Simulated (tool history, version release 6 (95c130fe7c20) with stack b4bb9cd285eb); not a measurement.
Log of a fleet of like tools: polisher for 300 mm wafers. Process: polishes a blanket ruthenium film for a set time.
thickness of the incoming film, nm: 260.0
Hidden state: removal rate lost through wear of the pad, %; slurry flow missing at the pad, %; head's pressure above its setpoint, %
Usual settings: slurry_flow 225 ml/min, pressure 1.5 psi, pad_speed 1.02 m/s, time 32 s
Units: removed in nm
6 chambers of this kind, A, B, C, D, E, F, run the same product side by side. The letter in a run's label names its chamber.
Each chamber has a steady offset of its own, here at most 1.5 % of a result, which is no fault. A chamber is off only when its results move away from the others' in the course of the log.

run    day  slurry_flow  pressure  pad_speed  time  wafers polished on this pad  hours since the slurry nozzle was cleaned  hours since the head pressure was calibrated  removed
     0.067  -- chamber E: slurry nozzle cleaned
 1D  0.154          225       1.5       1.02    32                         1225                                      714.5                                         808.5   25.511
     0.262  -- chamber D: worn pad replaced by a new one
 2C  0.262          225       1.5       1.02    32                          720                                      135.7                                         543.4   25.508
 3E  0.367          225       1.5       1.02    32                         1205                                        7.3                                         213.7   25.593
 4B  0.475          225       1.5       1.02    32                          691                                       79.0                                         548.3   25.280
 5A  0.604          225       1.5       1.02    32                         1056                                       64.2                                         458.0   25.676
     0.612  -- chamber A: worn pad replaced by a new one
 6F  0.704          225       1.5       1.02    32                          841                                      424.1                                         130.5   25.327
 7B  0.900          225       1.5       1.02    32                          801                                       89.2                                         558.5   25.014
 8C  1.038          225       1.5       1.02    32                          921                                      154.3                                         562.0   25.622
 9F  1.162          225       1.5       1.02    32                          960                                      435.1                                         141.5   25.151
     1.175  -- chamber E: worn pad replaced by a new one
10A  1.338          225       1.5       1.02    32                          188                                       81.8                                         475.6   25.692
11E  1.438          225       1.5       1.02    32                           68                                       33.0                                         239.4   25.673
     1.492  -- chamber D: slurry nozzle cleaned
12D  1.588          225       1.5       1.02    32                          343                                        2.3                                         842.9   25.673
     1.692  -- chamber C: worn pad replaced by a new one
     1.700  -- chamber F: worn pad replaced by a new one
13E  1.792          225       1.5       1.02    32                          160                                       41.5                                         247.9   25.451
14F  1.912          225       1.5       1.02    32                           55                                      453.1                                         159.5   25.387
15D  2.012          225       1.5       1.02    32                          454                                       12.5                                         853.1   25.690
16C  2.150          225       1.5       1.02    32                          119                                      181.0                                         588.7   25.788
17B  2.279          275       1.7       1.02    32                         1159                                      122.3                                         591.6   29.798
18A  2.417          275       1.7       1.02    32                          468                                      107.7                                         501.5   29.969
19C  2.579          275       1.7       1.02    32                          230                                      191.3                                         599.0   30.325
20A  2.771          275       1.7       1.02    32                          560                                      116.2                                         510.0   29.887
     2.888  -- chamber B: worn pad replaced by a new one
21B  2.942          275       1.7       1.02    32                           14                                      138.2                                         607.5   29.444
22E  3.133          275       1.7       1.02    32                          508                                       73.7                                         280.1   29.368
23F  3.262          225       1.8       1.02    32                          406                                      485.5                                         191.9   30.192
     3.379  -- chamber E: head pressure recalibrated
24D  3.412          225       1.8       1.02    32                          817                                       46.1                                         886.7   30.601
25B  3.629          225       1.8       1.02    32                          192                                      154.7                                         624.0   30.556
26C  3.738          225       1.8       1.02    32                          531                                      219.1                                         626.8   32.115
27A  3.871          225       1.8       1.02    32                          845                                      142.6                                         536.4   30.470
     4.000  -- chamber C: slurry nozzle cleaned
28F  4.067          225       1.8       1.02    32                          614                                      504.8                                         211.2   30.439
29E  4.250          225       1.5       1.02    32                          798                                      100.5                                          20.9   25.414
30D  4.450          225       1.5       1.02    32                         1086                                       71.0                                         911.6   25.761
31B  4.642          225       1.5       1.02    32                          455                                      179.0                                         648.3   25.570
     4.692  -- chamber F: slurry nozzle cleaned
32C  4.767          225       1.5       1.02    32                          798                                       18.4                                         651.5   27.290
33F  4.875          225       1.5       1.02    32                          824                                        4.4                                         230.6   25.493
34A  5.088          225       1.5       1.02    32                         1161                                      171.8                                         565.6   25.477
35E  5.183          225       1.5       1.02    32                         1040                                      122.9                                          43.3   25.624
36D  5.292          225       1.5       1.02    32                         1305                                       91.2                                         931.8   25.615

All 6 chambers run these settings next. Forecast each chamber's results:
37A  5.450          225       1.5       1.02    22                                                                                                                              ?
37B  5.450          225       1.5       1.02    22                                                                                                                              ?
37C  5.450          225       1.5       1.02    22                                                                                                                              ?
37D  5.450          225       1.5       1.02    22                                                                                                                              ?
37E  5.450          225       1.5       1.02    22                                                                                                                              ?
37F  5.450          225       1.5       1.02    22                                                                                                                              ?

run  removed
37A   17.785
37B   17.279
37C   19.201
37D   17.405
37E   17.270
37F   17.322

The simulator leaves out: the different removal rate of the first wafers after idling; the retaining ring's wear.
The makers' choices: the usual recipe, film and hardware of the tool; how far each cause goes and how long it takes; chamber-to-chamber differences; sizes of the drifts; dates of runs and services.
